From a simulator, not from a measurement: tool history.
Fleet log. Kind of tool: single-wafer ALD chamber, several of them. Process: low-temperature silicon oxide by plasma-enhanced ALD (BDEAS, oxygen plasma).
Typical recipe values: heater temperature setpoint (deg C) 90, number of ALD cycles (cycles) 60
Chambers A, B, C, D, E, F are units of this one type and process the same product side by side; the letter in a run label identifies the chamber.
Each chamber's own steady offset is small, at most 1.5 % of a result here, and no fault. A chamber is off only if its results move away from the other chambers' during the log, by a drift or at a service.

run	hour	heater temperature setpoint (deg C)	number of ALD cycles (cycles)	hours since the last thermocouple change	read-back reference wafer on the same gauge, thickness_nm	mean film thickness on the monitor wafer (Å)
1A	9	90	60	991	7.6221	90.088
2D	17.8	90	60	2236.2	7.6135	88.287
3E	30.9	90	60	771	7.6219	88.533
4B	38.3	90	60	930.8	7.6145	88.489
5C	50.1	90	60	480.5	7.6196	88.86
# hour 52.3: chamber A: thermocouple changed; heater temperature recalibrated
# hour 55.3: chamber D: thermocouple changed; heater temperature recalibrated
6F	62.7	90	60	830.7	7.6189	87.621
7B	70.9	90	60	963.4	7.6198	88.302
8A	81	98	56	28.8	7.6191	81.524
9D	93.1	98	56	37.9	7.6229	80.28
10E	102.3	98	56	842.4	7.6222	80.309
11F	111.5	98	56	879.5	7.6107	79.623
12C	121.6	98	56	552	7.6273	81.147
13D	132.7	98	56	77.5	7.6192	80.14
14A	145.6	90	60	93.4	7.6261	89.62
15F	155.1	90	60	923.1	7.6135	88.325
16B	167.4	90	60	1059.9	7.6198	88.392
17C	176.3	90	60	606.7	7.6158	89.518
18E	190.2	90	60	930.3	7.6195	88.239
19E	203	103	71	943.1	7.6189	100.37
20A	214.8	103	71	162.6	7.6182	101.99
21B	221.3	103	71	1113.8	7.6152	100.66
22D	234.6	103	71	179.4	7.6176	100.3
23C	243.6	103	71	674	7.6194	101.57
24F	255.3	103	71	1023.3	7.6166	100.02
25F	265.1	90	60	1033.1	7.6207	88.161
# hour 269.2: chamber B: thermocouple changed; heater temperature recalibrated
26A	275.8	82	65	223.6	7.6244	99.822
27B	289.6	82	65	20.4	7.6242	98.85
28E	296.5	82	65	1036.6	7.6161	98.321
29D	307.8	82	65	252.6	7.6171	97.967
30C	317.3	82	65	747.7	7.6127	100.82
31E	324.1	82	65	1064.2	7.6164	98.804
32D	331	90	60	275.8	7.6138	88.569
33C	339.1	90	60	769.5	7.62	90.431
34F	347.3	90	60	1115.3	7.6168	88.471
35A	356.5	90	60	304.3	7.619	89.676
36B	364.6	90	60	95.4	7.6174	88.873
37A	370.9	90	60	318.7	7.618	89.91
38E	383.7	90	60	1123.8	7.6212	89.047
39B	392.3	90	60	123.1	7.6171	88.757
40C	400.6	90	60	831	7.6179	90.446
41D	409.3	90	60	354.1	7.6225	88.93
42F	417.8	90	60	1185.8	7.6191	88.185
43C	431.4	90	60	861.8	7.6224	90.912

Next, every chamber runs the same settings. What will each give?
44A	441.7	96	60			?
44B	441.7	96	60			?
44C	441.7	96	60			?
44D	441.7	96	60			?
44E	441.7	96	60			?
44F	441.7	96	60			?

run	mean film thickness on the monitor wafer (Å)
44A	87.806
44B	86.757
44C	88.931
44D	86.641
44E	86.608
44F	86.62
